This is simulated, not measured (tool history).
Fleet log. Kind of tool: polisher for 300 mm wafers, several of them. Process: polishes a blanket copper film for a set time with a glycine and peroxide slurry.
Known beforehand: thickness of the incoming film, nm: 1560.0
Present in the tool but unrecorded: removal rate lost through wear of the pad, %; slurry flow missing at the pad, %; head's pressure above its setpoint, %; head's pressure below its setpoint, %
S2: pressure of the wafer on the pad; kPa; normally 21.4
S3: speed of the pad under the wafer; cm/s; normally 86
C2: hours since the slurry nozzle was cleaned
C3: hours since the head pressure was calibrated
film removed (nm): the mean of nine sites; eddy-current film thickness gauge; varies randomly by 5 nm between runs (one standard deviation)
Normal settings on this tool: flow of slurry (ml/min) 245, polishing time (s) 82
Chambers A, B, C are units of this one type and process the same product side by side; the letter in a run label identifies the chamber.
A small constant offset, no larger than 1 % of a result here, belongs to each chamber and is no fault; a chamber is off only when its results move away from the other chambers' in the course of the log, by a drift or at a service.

run 1B hour=9.1 | flow_of_slurry_(ml/min)=245 S2=21.4 S3=86 polishing_time_(s)=82 | wafers_polished_on_this_pad=315 C2=288.9 C3=522.8 | film_removed_(nm)=395.21
-- hour=10 chamber B: slurry nozzle cleaned
run 2C hour=19.1 | flow_of_slurry_(ml/min)=245 S2=21.4 S3=86 polishing_time_(s)=82 | wafers_polished_on_this_pad=152 C2=261.3 C3=1127.2 | film_removed_(nm)=386.59
-- hour=22.5 chamber C: head pressure recalibrated
run 3A hour=27.5 | flow_of_slurry_(ml/min)=245 S2=21.4 S3=86 polishing_time_(s)=82 | wafers_polished_on_this_pad=779 C2=222.5 C3=563.4 | film_removed_(nm)=383.5
run 4C hour=35.3 | flow_of_slurry_(ml/min)=245 S2=21.4 S3=86 polishing_time_(s)=82 | wafers_polished_on_this_pad=273 C2=277.5 C3=12.9 | film_removed_(nm)=389.6
run 5A hour=43.1 | flow_of_slurry_(ml/min)=245 S2=21.4 S3=86 polishing_time_(s)=82 | wafers_polished_on_this_pad=896 C2=238.1 C3=579 | film_removed_(nm)=389.79
run 6B hour=48.2 | flow_of_slurry_(ml/min)=285 S2=28.3 S3=86 polishing_time_(s)=82 | wafers_polished_on_this_pad=607 C2=38.2 C3=561.9 | film_removed_(nm)=498.22
-- hour=55.2 chamber A: worn pad replaced by a new one
run 7A hour=56 | flow_of_slurry_(ml/min)=285 S2=28.3 S3=86 polishing_time_(s)=82 | wafers_polished_on_this_pad=6 C2=251 C3=591.9 | film_removed_(nm)=498.68
run 8B hour=61.6 | flow_of_slurry_(ml/min)=285 S2=28.3 S3=86 polishing_time_(s)=82 | wafers_polished_on_this_pad=707 C2=51.6 C3=575.3 | film_removed_(nm)=504.01
-- hour=69.4 chamber A: head pressure recalibrated
run 9C hour=70.2 | flow_of_slurry_(ml/min)=245 S2=21.4 S3=86 polishing_time_(s)=82 | wafers_polished_on_this_pad=533 C2=312.4 C3=47.8 | film_removed_(nm)=390.42
run 10A hour=80.3 | flow_of_slurry_(ml/min)=245 S2=21.4 S3=86 polishing_time_(s)=82 | wafers_polished_on_this_pad=187 C2=275.3 C3=10.9 | film_removed_(nm)=387.15
run 11C hour=88.5 | flow_of_slurry_(ml/min)=290 S2=21.4 S3=86 polishing_time_(s)=71 | wafers_polished_on_this_pad=670 C2=330.7 C3=66.1 | film_removed_(nm)=348.66
-- hour=91.5 chamber A: slurry nozzle cleaned
run 12B hour=93.6 | flow_of_slurry_(ml/min)=290 S2=21.4 S3=86 polishing_time_(s)=71 | wafers_polished_on_this_pad=945 C2=83.6 C3=607.3 | film_removed_(nm)=352.4
-- hour=99 chamber B: worn pad replaced by a new one
run 13C hour=101.3 | flow_of_slurry_(ml/min)=290 S2=21.4 S3=86 polishing_time_(s)=71 | wafers_polished_on_this_pad=765 C2=343.5 C3=78.9 | film_removed_(nm)=341.89
run 14B hour=106.1 | flow_of_slurry_(ml/min)=245 S2=21.4 S3=86 polishing_time_(s)=82 | wafers_polished_on_this_pad=53 C2=96.1 C3=619.8 | film_removed_(nm)=391.39
run 15A hour=113.8 | flow_of_slurry_(ml/min)=245 S2=21.4 S3=86 polishing_time_(s)=82 | wafers_polished_on_this_pad=437 C2=22.3 C3=44.4 | film_removed_(nm)=402.53
run 16B hour=123.5 | flow_of_slurry_(ml/min)=245 S2=21.4 S3=86 polishing_time_(s)=82 | wafers_polished_on_this_pad=183 C2=113.5 C3=637.2 | film_removed_(nm)=386.71
run 17C hour=131.9 | flow_of_slurry_(ml/min)=245 S2=21.4 S3=86 polishing_time_(s)=82 | wafers_polished_on_this_pad=993 C2=374.1 C3=109.5 | film_removed_(nm)=383.88
run 18A hour=142.4 | flow_of_slurry_(ml/min)=245 S2=24.8 S3=86 polishing_time_(s)=82 | wafers_polished_on_this_pad=650 C2=50.9 C3=73 | film_removed_(nm)=434.15
run 19C hour=149.2 | flow_of_slurry_(ml/min)=245 S2=24.8 S3=86 polishing_time_(s)=82 | wafers_polished_on_this_pad=1122 C2=391.4 C3=126.8 | film_removed_(nm)=438.42
run 20A hour=159.3 | flow_of_slurry_(ml/min)=245 S2=24.8 S3=86 polishing_time_(s)=82 | wafers_polished_on_this_pad=776 C2=67.8 C3=89.9 | film_removed_(nm)=444.78
-- hour=163 chamber A: worn pad replaced by a new one
run 21B hour=168.7 | flow_of_slurry_(ml/min)=245 S2=21.4 S3=86 polishing_time_(s)=82 | wafers_polished_on_this_pad=519 C2=158.7 C3=682.4 | film_removed_(nm)=392.72
run 22B hour=173.4 | flow_of_slurry_(ml/min)=245 S2=21.4 S3=86 polishing_time_(s)=82 | wafers_polished_on_this_pad=555 C2=163.4 C3=687.1 | film_removed_(nm)=388.73
-- hour=174.7 chamber C: worn pad replaced by a new one
run 23C hour=181.3 | flow_of_slurry_(ml/min)=245 S2=21.4 S3=86 polishing_time_(s)=82 | wafers_polished_on_this_pad=49 C2=423.5 C3=158.9 | film_removed_(nm)=382.63
run 24A hour=191.3 | flow_of_slurry_(ml/min)=245 S2=21.4 S3=86 polishing_time_(s)=92 | wafers_polished_on_this_pad=211 C2=99.8 C3=121.9 | film_removed_(nm)=441.77
run 25B hour=199.2 | flow_of_slurry_(ml/min)=245 S2=21.4 S3=86 polishing_time_(s)=92 | wafers_polished_on_this_pad=747 C2=189.2 C3=712.9 | film_removed_(nm)=450.09
run 26C hour=205.6 | flow_of_slurry_(ml/min)=245 S2=21.4 S3=86 polishing_time_(s)=92 | wafers_polished_on_this_pad=230 C2=447.8 C3=183.2 | film_removed_(nm)=436.89
run 27A hour=215 | flow_of_slurry_(ml/min)=245 S2=21.4 S3=86 polishing_time_(s)=82 | wafers_polished_on_this_pad=387 C2=123.5 C3=145.6 | film_removed_(nm)=394.81
run 28B hour=221 | flow_of_slurry_(ml/min)=245 S2=21.4 S3=86 polishing_time_(s)=82 | wafers_polished_on_this_pad=909 C2=211 C3=734.7 | film_removed_(nm)=393.34
run 29A hour=228.9 | flow_of_slurry_(ml/min)=245 S2=21.4 S3=86 polishing_time_(s)=82 | wafers_polished_on_this_pad=491 C2=137.4 C3=159.5 | film_removed_(nm)=390.7
run 30C hour=235.2 | flow_of_slurry_(ml/min)=245 S2=21.4 S3=86 polishing_time_(s)=82 | wafers_polished_on_this_pad=451 C2=477.4 C3=212.8 | film_removed_(nm)=387.01

The same settings go to every chamber for the next run, one line per chamber below. Forecast the results for each:
run 31A hour=242.7 | flow_of_slurry_(ml/min)=245 S2=21.4 S3=86 polishing_time_(s)=82 | film_removed_(nm)=?
run 31B hour=242.7 | flow_of_slurry_(ml/min)=245 S2=21.4 S3=86 polishing_time_(s)=82 | film_removed_(nm)=?
run 31C hour=242.7 | flow_of_slurry_(ml/min)=245 S2=21.4 S3=86 polishing_time_(s)=82 | film_removed_(nm)=?

run=31A film_removed_(nm)=381.94
run=31B film_removed_(nm)=388.29
run=31C film_removed_(nm)=394.94

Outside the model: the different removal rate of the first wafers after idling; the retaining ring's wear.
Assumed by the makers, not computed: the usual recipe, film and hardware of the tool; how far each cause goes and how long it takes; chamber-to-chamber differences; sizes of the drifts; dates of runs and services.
